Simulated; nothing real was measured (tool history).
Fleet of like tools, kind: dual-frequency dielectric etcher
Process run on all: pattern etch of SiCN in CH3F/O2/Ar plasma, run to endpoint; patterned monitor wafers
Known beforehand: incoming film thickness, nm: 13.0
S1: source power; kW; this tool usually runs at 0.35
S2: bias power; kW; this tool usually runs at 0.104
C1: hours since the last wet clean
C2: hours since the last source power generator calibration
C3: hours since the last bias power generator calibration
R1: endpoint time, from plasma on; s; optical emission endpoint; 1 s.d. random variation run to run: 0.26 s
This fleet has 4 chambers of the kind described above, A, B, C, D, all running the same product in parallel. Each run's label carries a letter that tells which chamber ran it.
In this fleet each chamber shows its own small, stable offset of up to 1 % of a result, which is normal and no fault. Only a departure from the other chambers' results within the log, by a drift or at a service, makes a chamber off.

{"run": "1C", "hour": 8.1, "S1": 0.35, "S2": 0.104, "C1": 387.3, "C2": 2878.1, "C3": 817.4, "R1": 32.144}
{"run": "2A", "hour": 17.3, "S1": 0.35, "S2": 0.104, "C1": 17.8, "C2": 139.8, "C3": 1286.7, "R1": 31.958}
{"run": "3B", "hour": 23.4, "S1": 0.35, "S2": 0.104, "C1": 40.4, "C2": 2057.7, "C3": 1032.3, "R1": 32.258}
{"run": "4D", "hour": 29.9, "S1": 0.35, "S2": 0.104, "C1": 227.9, "C2": 1254.6, "C3": 300.5, "R1": 32.126}
{"run": "5A", "hour": 41.3, "S1": 0.35, "S2": 0.104, "C1": 41.8, "C2": 163.8, "C3": 1310.7, "R1": 32.34}
{"run": "6B", "hour": 52.6, "S1": 0.4, "S2": 0.079, "C1": 69.6, "C2": 2086.9, "C3": 1061.5, "R1": 33.633}
{"run": "7C", "hour": 65.1, "S1": 0.4, "S2": 0.079, "C1": 444.3, "C2": 2935.1, "C3": 874.4, "R1": 33.614}
{"run": "8D", "hour": 72.6, "S1": 0.4, "S2": 0.079, "C1": 270.6, "C2": 1297.3, "C3": 343.2, "R1": 34.339}
{"run": "9B", "hour": 82.1, "S1": 0.4, "S2": 0.079, "C1": 99.1, "C2": 2116.4, "C3": 1091, "R1": 34.219}
{"hour": 88.8, "done": "chamber C: source power generator calibrated"}
{"run": "10A", "hour": 91.1, "S1": 0.35, "S2": 0.104, "C1": 91.6, "C2": 213.6, "C3": 1360.5, "R1": 32.117}
{"run": "11C", "hour": 101.5, "S1": 0.35, "S2": 0.104, "C1": 480.7, "C2": 12.8, "C3": 910.8, "R1": 32.296}
{"run": "12D", "hour": 108.4, "S1": 0.35, "S2": 0.104, "C1": 306.4, "C2": 1333.1, "C3": 379, "R1": 31.964}
{"run": "13C", "hour": 114.2, "S1": 0.35, "S2": 0.122, "C1": 493.4, "C2": 25.5, "C3": 923.5, "R1": 30.353}
{"run": "14A", "hour": 124.8, "S1": 0.35, "S2": 0.122, "C1": 125.3, "C2": 247.3, "C3": 1394.2, "R1": 29.824}
{"run": "15B", "hour": 137.2, "S1": 0.35, "S2": 0.122, "C1": 154.2, "C2": 2171.5, "C3": 1146.1, "R1": 30.032}
{"run": "16D", "hour": 149.8, "S1": 0.35, "S2": 0.122, "C1": 347.8, "C2": 1374.5, "C3": 420.4, "R1": 29.699}
{"run": "17D", "hour": 158.7, "S1": 0.35, "S2": 0.104, "C1": 356.7, "C2": 1383.4, "C3": 429.3, "R1": 31.87}
{"run": "18B", "hour": 171.3, "S1": 0.41, "S2": 0.116, "C1": 188.3, "C2": 2205.6, "C3": 1180.2, "R1": 29.297}
{"run": "19C", "hour": 180.0, "S1": 0.41, "S2": 0.116, "C1": 559.2, "C2": 91.3, "C3": 989.3, "R1": 28.91}
{"hour": 188.4, "done": "chamber C: wet clean of the chamber"}
{"run": "20A", "hour": 189.2, "S1": 0.41, "S2": 0.116, "C1": 189.7, "C2": 311.7, "C3": 1458.6, "R1": 29.118}
{"run": "21A", "hour": 201.7, "S1": 0.41, "S2": 0.116, "C1": 202.2, "C2": 324.2, "C3": 1471.1, "R1": 29.278}
{"run": "22C", "hour": 209.3, "S1": 0.35, "S2": 0.104, "C1": 21, "C2": 120.6, "C3": 1018.6, "R1": 33.574}
{"run": "23B", "hour": 215.4, "S1": 0.35, "S2": 0.104, "C1": 232.4, "C2": 2249.7, "C3": 1224.3, "R1": 31.908}
{"run": "24D", "hour": 223.6, "S1": 0.35, "S2": 0.104, "C1": 421.6, "C2": 1448.3, "C3": 494.2, "R1": 32.228}
{"run": "25B", "hour": 234.5, "S1": 0.43, "S2": 0.092, "C1": 251.5, "C2": 2268.8, "C3": 1243.4, "R1": 30.878}
{"run": "26A", "hour": 241.3, "S1": 0.43, "S2": 0.092, "C1": 241.8, "C2": 363.8, "C3": 1510.7, "R1": 31.363}
{"hour": 242.7, "done": "chamber D: wet clean of the chamber"}
{"run": "27C", "hour": 247.9, "S1": 0.43, "S2": 0.092, "C1": 59.6, "C2": 159.2, "C3": 1057.2, "R1": 32.869}
{"run": "28D", "hour": 255.5, "S1": 0.43, "S2": 0.092, "C1": 12.8, "C2": 1480.2, "C3": 526.1, "R1": 31.067}
{"run": "29C", "hour": 267.7, "S1": 0.35, "S2": 0.095, "C1": 79.4, "C2": 179, "C3": 1077, "R1": 34.99}
{"run": "30A", "hour": 274.6, "S1": 0.35, "S2": 0.095, "C1": 275.1, "C2": 397.1, "C3": 1544, "R1": 33.103}
{"run": "31D", "hour": 284.6, "S1": 0.35, "S2": 0.095, "C1": 41.9, "C2": 1509.3, "C3": 555.2, "R1": 33.405}
{"run": "32B", "hour": 296.4, "S1": 0.35, "S2": 0.095, "C1": 313.4, "C2": 2330.7, "C3": 1305.3, "R1": 33.114}
{"run": "33B", "hour": 307.5, "S1": 0.35, "S2": 0.104, "C1": 324.5, "C2": 2341.8, "C3": 1316.4, "R1": 31.656}
{"run": "34D", "hour": 317.6, "S1": 0.35, "S2": 0.104, "C1": 74.9, "C2": 1542.3, "C3": 588.2, "R1": 32.05}
{"run": "35A", "hour": 325.5, "S1": 0.35, "S2": 0.091, "C1": 326, "C2": 448, "C3": 1594.9, "R1": 33.815}
{"run": "36C", "hour": 333.3, "S1": 0.35, "S2": 0.091, "C1": 145, "C2": 244.6, "C3": 1142.6, "R1": 35.049}
{"hour": 335.5, "done": "chamber B: wet clean of the chamber"}
{"run": "37B", "hour": 342.7, "S1": 0.35, "S2": 0.091, "C1": 7.2, "C2": 2377, "C3": 1351.6, "R1": 33.863}
{"run": "38A", "hour": 352.7, "S1": 0.35, "S2": 0.091, "C1": 353.2, "C2": 475.2, "C3": 1622.1, "R1": 33.739}
{"run": "39D", "hour": 364.2, "S1": 0.35, "S2": 0.104, "C1": 121.5, "C2": 1588.9, "C3": 634.8, "R1": 31.895}
{"run": "40C", "hour": 375.4, "S1": 0.35, "S2": 0.104, "C1": 187.1, "C2": 286.7, "C3": 1184.7, "R1": 33.495}
{"run": "41B", "hour": 382.4, "S1": 0.35, "S2": 0.104, "C1": 46.9, "C2": 2416.7, "C3": 1391.3, "R1": 31.574}
{"run": "42A", "hour": 388.3, "S1": 0.35, "S2": 0.104, "C1": 388.8, "C2": 510.8, "C3": 1657.7, "R1": 31.691}

Next, all 4 chambers run the settings below, one line each with question marks for the results. What does each chamber give?
{"run": "43A", "hour": 397.3, "S1": 0.35, "S2": 0.126, "R1": "?"}
{"run": "43B", "hour": 397.3, "S1": 0.35, "S2": 0.126, "R1": "?"}
{"run": "43C", "hour": 397.3, "S1": 0.35, "S2": 0.126, "R1": "?"}
{"run": "43D", "hour": 397.3, "S1": 0.35, "S2": 0.126, "R1": "?"}

run=43A R1=30.086
run=43B R1=29.835
run=43C R1=31.548
run=43D R1=29.413

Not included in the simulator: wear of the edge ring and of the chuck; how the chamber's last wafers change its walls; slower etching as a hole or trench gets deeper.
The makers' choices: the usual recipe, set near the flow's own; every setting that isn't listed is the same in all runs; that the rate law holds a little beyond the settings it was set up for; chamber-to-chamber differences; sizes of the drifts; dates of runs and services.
